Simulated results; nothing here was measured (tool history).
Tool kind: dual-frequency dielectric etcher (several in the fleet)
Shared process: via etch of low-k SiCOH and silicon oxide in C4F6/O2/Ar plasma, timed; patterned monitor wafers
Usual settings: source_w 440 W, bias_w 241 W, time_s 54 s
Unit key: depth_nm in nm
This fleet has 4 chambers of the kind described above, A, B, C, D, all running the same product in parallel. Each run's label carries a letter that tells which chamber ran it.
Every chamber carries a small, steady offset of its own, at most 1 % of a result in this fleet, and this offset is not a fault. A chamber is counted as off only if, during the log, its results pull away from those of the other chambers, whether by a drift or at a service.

run,hour,source_w,bias_w,time_s,hours since the last wet clean,hours since the last source power generator calibration,hours since the last bias power generator calibration,"read-back reference wafer on the same gauge, depth_nm",depth_nm
1D,2.9,440,241,54,268.9,855.5,233.7,194.17,171.22
2C,9.1,440,241,54,363.2,3244.5,1358.6,194.11,173
3B,15.4,440,241,54,400.1,215.1,619.2,193.97,170.95
4A,19.3,440,241,54,479,44.1,1731.5,193.88,172.62
5C,24,440,241,54,378.1,3259.4,1373.5,193.83,171.74
6B,27.5,440,241,54,412.2,227.2,631.3,193.67,170.86
7D,30.5,440,241,54,296.5,883.1,261.3,194.31,169.08
8A,34.1,440,241,54,493.8,58.9,1746.3,194.06,171.38
9C,40.2,440,241,54,394.3,3275.6,1389.7,194.03,171.88
10B,44.7,440,241,54,429.4,244.4,648.5,193.94,171.81
11D,48.1,440,241,54,314.1,900.7,278.9,194.17,170.84
12A,52.6,440,241,54,512.3,77.4,1764.8,193.95,172.14
# hour 54: chamber B: wet clean of the chamber
13A,56.9,440,241,54,516.6,81.7,1769.1,194,172.09
14B,59.8,440,241,54,5.8,259.5,663.6,193.94,171.94
15D,65.9,440,241,54,331.9,918.5,296.7,194.02,170.45
16C,69.1,440,241,54,423.2,3304.5,1418.6,193.81,171.44
17B,75.3,440,241,54,21.3,275,679.1,194.09,170.95
18C,78.7,440,241,54,432.8,3314.1,1428.2,193.93,170.53
# hour 79.9: chamber C: wet clean of the chamber
19A,82.1,440,241,54,541.8,106.9,1794.3,194.04,172.9
20D,86.3,440,241,54,352.3,938.9,317.1,194.08,169.27
# hour 86.7: chamber A: wet clean of the chamber
21D,91.9,440,241,54,357.9,944.5,322.7,194.14,170.42
22C,94.6,440,241,54,14.7,3330,1444.1,194.09,171.59
23A,97.5,440,241,54,10.8,122.3,1809.7,194.18,171.41
24B,103.7,440,241,54,49.7,303.4,707.5,193.81,171.47
25C,106.8,440,241,54,26.9,3342.2,1456.3,194.11,172.49
26D,110.1,400,223,54,376.1,962.7,340.9,194.11,159.22
27B,113.4,400,223,54,59.4,313.1,717.2,193.95,161.57
28A,116.1,400,223,54,29.4,140.9,1828.3,193.88,160.92
29A,121.1,400,223,54,34.4,145.9,1833.3,194.23,162.15
# hour 124.8: chamber D: wet clean of the chamber
30B,127,440,241,54,73,326.7,730.8,194.02,172.65
31D,129.9,440,241,54,5.2,982.5,360.7,194.08,171.62
32C,135.8,440,241,54,55.9,3371.2,1485.3,193.72,170.52
33B,139.8,440,241,54,85.8,339.5,743.6,194.09,172.8
34D,143,440,241,54,18.3,995.6,373.8,194.17,170.18
35C,147.5,440,241,54,67.6,3382.9,1497,194.01,170
36A,152.7,440,241,54,66,177.5,1864.9,194,172.43
37D,157.1,440,241,54,32.4,1009.7,387.9,194.21,170.49
38C,160.2,440,241,54,80.3,3395.6,1509.7,193.93,172.28
39A,166,440,241,54,79.3,190.8,1878.2,194.02,172.05

Has any chamber moved away from the others, gradually or after a service, or does the common gauge drift, or do the chambers differ only by their own small steady offsets? State the chamber and the most likely cause if one applies.

Nothing is wrong: each chamber keeps only its own small, steady offset and the gauge holds still.
